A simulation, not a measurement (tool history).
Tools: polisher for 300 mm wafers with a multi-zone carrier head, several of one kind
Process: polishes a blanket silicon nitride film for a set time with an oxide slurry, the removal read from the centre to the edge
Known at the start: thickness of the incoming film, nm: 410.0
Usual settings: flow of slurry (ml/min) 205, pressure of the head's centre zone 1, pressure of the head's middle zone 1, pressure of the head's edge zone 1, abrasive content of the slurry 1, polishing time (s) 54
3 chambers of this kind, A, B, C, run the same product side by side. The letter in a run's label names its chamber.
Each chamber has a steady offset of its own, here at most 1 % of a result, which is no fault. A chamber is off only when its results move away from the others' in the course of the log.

run,day,flow of slurry (ml/min),pressure of the head's centre zone,pressure of the head's middle zone,pressure of the head's edge zone,abrasive content of the slurry,polishing time (s),film removed at the wafer's centre (angstrom),film removed at mid-radius (angstrom),film removed at the wafer's edge (angstrom)
1A,0.392,205,1,1,1,1,54,504.13,498.1,494.59
# day 0.479: chamber B: worn pad replaced by a new one
2C,0.742,205,1,1,1,1,54,506.65,502.42,500.58
3B,1.25,205,1,1,1,1,54,494.83,503.97,499.1
4A,1.496,205,1,1,1,1,54,499.71,510.96,499.7
# day 1.788: chamber A: worn pad replaced by a new one
# day 1.875: chamber C: worn pad replaced by a new one
5C,2.038,205,1,1,1,1.25,62,621.07,627.37,631.56
# day 2.225: chamber C: centre zone pressure recalibrated
6B,2.542,205,1,1,1,1.25,62,619.18,628.53,627.74
7C,2.85,205,1,1,1,1.25,62,623.82,631.72,626.74
8A,3.179,205,1,1,1,1,54,497.69,492.41,497.81
9B,3.55,205,1,1,1,1,54,494.81,494.91,497.19
# day 3.9: chamber B: worn pad replaced by a new one
10C,4.021,205,1,1,1,1,54,489.37,507.99,503.1
11A,4.375,205,1,1.07,1,1,54,499.95,529.74,497.47
12B,4.725,205,1,1.07,1,1,54,499.08,535.3,506.23
13C,5.121,205,1,1.07,1,1,54,496.33,528.15,490.91
14B,5.446,205,1,1,1,1,54,500.63,501.63,490.84
15A,6.004,205,1,1,1,1,54,498.33,498.97,498.04
16C,6.542,205,1,1,1,1,54,490.94,487.98,503.54
17A,6.825,205,1,1,1,1,54,507.93,493.45,493.21
# day 6.883: chamber A: worn pad replaced by a new one
18B,7.375,205,1,1,1,1,54,495.97,515.03,492.7
# day 7.521: chamber B: worn pad replaced by a new one
19B,7.933,205,1,1,1,1,54,479.82,498.86,502.62
20A,8.404,205,1,1,1,1,54,501.65,501.54,495.58
21C,8.75,205,1,1,1,1,54,491.85,503.16,500.38

What goes on in this fleet: one chamber off, a drifting gauge, or nothing beyond the chambers' own small offsets? Name the chamber and the cause, if any.

No chamber stands off beyond its own small offset, and the gauge holds steady.
